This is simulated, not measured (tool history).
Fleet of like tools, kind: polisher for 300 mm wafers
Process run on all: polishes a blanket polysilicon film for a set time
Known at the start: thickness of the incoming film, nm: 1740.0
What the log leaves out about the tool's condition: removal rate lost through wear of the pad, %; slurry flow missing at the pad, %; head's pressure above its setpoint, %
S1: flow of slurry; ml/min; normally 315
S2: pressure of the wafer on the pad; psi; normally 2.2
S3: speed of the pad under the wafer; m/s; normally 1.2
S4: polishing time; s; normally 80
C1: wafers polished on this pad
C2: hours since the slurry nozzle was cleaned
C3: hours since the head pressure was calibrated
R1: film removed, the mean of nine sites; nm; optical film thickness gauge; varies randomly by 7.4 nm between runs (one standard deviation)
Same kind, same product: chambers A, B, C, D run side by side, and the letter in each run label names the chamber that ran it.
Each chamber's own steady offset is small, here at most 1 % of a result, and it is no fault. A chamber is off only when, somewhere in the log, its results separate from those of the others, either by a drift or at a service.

run   hour   S1   S2    S3  S4    C1     C2     C3      R1
 1C    9.1  315  2.2   1.2  80   560  211.3  390.8   605.1
 2B   15.6  315  2.2   1.2  80   157  642.9  254.6   591.5
 3D   25.9  315  2.2   1.2  80   759  309.5  643.4  582.44
 4A   32.1  315  2.2   1.2  80   689  487.4  718.2  590.08
 5B   36.9  315  2.8   1.2  95   314  664.2  275.9  870.37
 6D   44.9  315  2.8   1.2  95   898  328.5  662.4  877.83
 7C   55.1  315  2.8   1.2  95   898  257.3  436.8   896.6
 8A   61.1  315  2.8   1.2  95   902  516.4  747.2  885.21
 9B   68.3  315  2.2   1.2  80   544  695.6  307.3  573.41
      69.4  -- chamber C: slurry nozzle cleaned
10C   76.5  315  2.2   1.2  80  1055    7.1  458.2  591.77
      76.6  -- chamber B: worn pad replaced by a new one
11A   82.1  315  2.2   1.2  80  1057  537.4  768.2  580.26
12D     90  395  2.2   1.2  94  1230  373.6  707.5  695.54
13D   94.9  395  2.2   1.2  94  1266  378.5  712.4  708.26
14A  101.3  395  2.2   1.2  94  1198  556.6  787.4     686
15C  107.8  395  2.2   1.2  94  1285   38.4  489.5  714.12
     108.8  -- chamber C: worn pad replaced by a new one
     111.2  -- chamber D: worn pad replaced by a new one
16B  116.9  315  2.2   1.2  80   296  744.2  355.9   572.7
17A    125  315  2.2   1.2  80  1372  580.3  811.1  559.08
18C  133.7  315  2.2   1.2  80   183   64.3  515.4  589.02
     137.8  -- chamber A: head pressure recalibrated
19B  140.1  315  2.2   1.2  80   466  767.4  379.1  565.75
20D  149.9  315  2.2   1.2  80   285  433.5  767.4  588.77
21D  157.6  315  2.2  0.86  80   341  441.2  775.1  422.09
     166.8  -- chamber B: worn pad replaced by a new one
22B  167.4  315  2.2  0.86  80     4  794.7  406.4  419.52
     174.7  -- chamber B: slurry nozzle cleaned
23C  175.7  315  2.2  0.86  80   492  106.3  557.4   427.6
24A  183.4  315  2.2  0.86  80  1801  638.7   45.6  396.85
25A  192.2  315  2.2   1.2  80  1866  647.5   54.4  545.51
26B    198  315  2.7   1.2  99   229   23.3    437  870.85
27C  203.5  315  2.7   1.2  99   696  134.1  585.2  893.92
28D  208.4  315  2.7   1.2  99   715    492  825.9  909.85
29D  218.2  315  2.7   1.2  99   787  501.8  835.7   899.3
30C  228.6  315  2.2   1.2  80   881  159.2  610.3  594.22
31B  234.7  255  1.5   1.2  80   499     60  473.7  380.89
32A  240.5  255  1.5   1.2  80  2221  695.8  102.7  355.22
33B  247.6  255  1.5   1.2  80   594   72.9  486.6  386.04
34A  252.9  255  1.5   1.2  80  2312  708.2  115.1  366.47
35C  262.5  315  2.2   1.2  80  1130  193.1  644.2  594.53
     268.9  -- chamber D: slurry nozzle cleaned
36D  270.8  315  2.2   1.2  80  1173      2  888.3  582.08

What goes on in this fleet: one chamber off, a drifting gauge, or nothing beyond the chambers' own small offsets? Name the chamber and the cause, if any.

Little by little, chamber A moves away from the other chambers.
Likeliest cause: removal rate lost through wear of the pad, % = 10.7.

Which of the 4 candidates below, each the usual settings with something changed and its results left as question marks, puts chamber A back in line with what the other chambers give on the usual settings?
In line here means within this much of the mean the other chambers give on the usual settings: R1 26 nm
37A-1  278.5  315  2.1  1.16  77               ?
37A-2  278.5  315  2.3   1.2  85               ?
37A-3  278.5  315  2.2  1.24  80               ?
37A-4  278.5  315  2.2   1.2  78               ?

Other chambers, usual settings, mean: R1 586.52 nm
  run      R1
37A-1  464.26
37A-2  579.65
37A-3  539.39
37A-4  509.12
With 37A-2, the chamber falls back in line with the rest.

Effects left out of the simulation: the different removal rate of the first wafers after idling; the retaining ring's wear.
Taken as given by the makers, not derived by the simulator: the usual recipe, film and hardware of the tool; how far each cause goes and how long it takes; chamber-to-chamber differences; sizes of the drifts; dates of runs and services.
